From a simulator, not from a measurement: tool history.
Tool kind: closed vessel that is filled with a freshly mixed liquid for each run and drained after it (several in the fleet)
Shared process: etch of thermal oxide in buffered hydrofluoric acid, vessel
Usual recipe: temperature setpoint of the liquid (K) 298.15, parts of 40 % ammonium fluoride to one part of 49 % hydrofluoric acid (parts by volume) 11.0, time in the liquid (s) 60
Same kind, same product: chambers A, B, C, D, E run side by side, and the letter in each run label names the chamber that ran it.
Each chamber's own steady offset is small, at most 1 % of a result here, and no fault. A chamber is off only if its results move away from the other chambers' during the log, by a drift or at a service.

run	hour	temperature setpoint of the liquid (K)	parts of 40 % ammonium fluoride to one part of 49 % hydrofluoric acid (parts by volume)	time in the liquid (s)	hours since the thermometer was replaced	hours since the hydrofluoric acid flow meter was replaced	read-back film thickness of the thermal oxide reference wafer, read on the same gauge (nm)	thickness taken off the thermal oxide on a monitor wafer (nm)
1B	7.8	298.15	11.0	60	687.9	232.6	60.018	64.264
2A	15.6	298.15	11.0	60	403.5	236.5	60.015	64.374
3E	19.8	298.15	11.0	60	560.4	609.1	60.022	64.538
4D	28.0	298.15	11.0	60	66.5	221.8	60.014	64.762
5C	32.6	298.15	11.0	60	618.3	1103.3	59.987	64.615
6D	41.1	298.15	14.5	30	79.6	234.9	60.009	24.571
7A	47.4	298.15	14.5	30	435.3	268.3	59.994	24.821
8B	52.0	298.15	14.5	30	732.1	276.8	59.977	24.898
9C	58.3	298.15	14.5	30	644.0	1129.0	59.988	24.535
10E	63.3	298.15	14.5	30	603.9	652.6	60.035	25.019
11E	69.4	298.15	11.0	60	610.0	658.7	60.016	64.354
12A	76.4	298.15	11.0	60	464.3	297.3	60.024	64.018
13D	81.2	298.15	14.0	60	119.7	275.0	59.990	51.538
14C	86.8	298.15	14.0	60	672.5	1157.5	59.978	50.789
15B	93.8	298.15	14.0	60	773.9	318.6	60.024	51.968
16D	101.5	298.15	14.0	60	140.0	295.3	59.990	50.930
17E	110.1	298.15	14.0	60	650.7	699.4	60.000	52.173
# hour 112.6: chamber E: thermometer replaced
18A	114.8	298.15	11.0	60	502.7	335.7	59.981	64.469
19B	119.8	298.15	11.0	60	799.9	344.6	59.989	66.567
20C	123.9	294.15	14.0	60	709.6	1194.6	60.023	40.174
21C	130.6	294.15	14.0	60	716.3	1201.3	60.012	41.018
22E	136.6	294.15	14.0	60	24.1	725.9	59.987	41.315
23D	145.1	294.15	14.0	60	183.6	338.9	60.022	40.028
24A	149.2	294.15	14.0	60	537.1	370.1	59.982	40.786
25B	156.7	298.15	11.0	60	836.8	381.5	60.038	67.451
26A	164.4	298.15	11.0	60	552.3	385.3	59.994	65.265
27D	172.3	298.15	11.0	60	210.8	366.1	59.952	64.346
28C	178.2	298.15	11.0	60	763.9	1248.9	60.008	64.405
29B	182.1	298.15	11.0	60	862.2	406.9	59.985	68.101
30E	190.6	298.15	11.0	60	78.1	779.9	60.006	64.793
31B	198.2	298.15	11.0	60	878.3	423.0	59.998	68.496
32C	203.6	298.15	11.0	60	789.3	1274.3	60.024	64.851
33D	207.9	298.15	11.0	60	246.4	401.7	59.983	64.620
34E	214.6	298.15	11.0	60	102.1	803.9	59.999	64.480
35A	219.8	298.15	11.0	60	607.7	440.7	60.008	63.917
36C	224.0	298.15	11.0	60	809.7	1294.7	60.020	64.167
37D	231.2	298.15	11.0	60	269.7	425.0	60.021	64.148
38E	236.5	298.15	11.0	60	124.0	825.8	59.983	64.667
39A	241.5	298.15	11.0	30	629.4	462.4	59.988	32.382
40B	246.2	298.15	11.0	30	926.3	471.0	59.990	34.848
41A	254.9	298.15	11.0	30	642.8	475.8	59.982	32.362
42B	260.8	298.15	11.0	30	940.9	485.6	60.031	35.025

All 5 chambers run these settings next. Forecast each chamber's results:
43A	267.0	300.65	11.0	60				?
43B	267.0	300.65	11.0	60				?
43C	267.0	300.65	11.0	60				?
43D	267.0	300.65	11.0	60				?
43E	267.0	300.65	11.0	60				?

run	thickness taken off the thermal oxide on a monitor wafer (nm)
43A	73.154
43B	79.646
43C	74.441
43D	73.812
43E	74.575
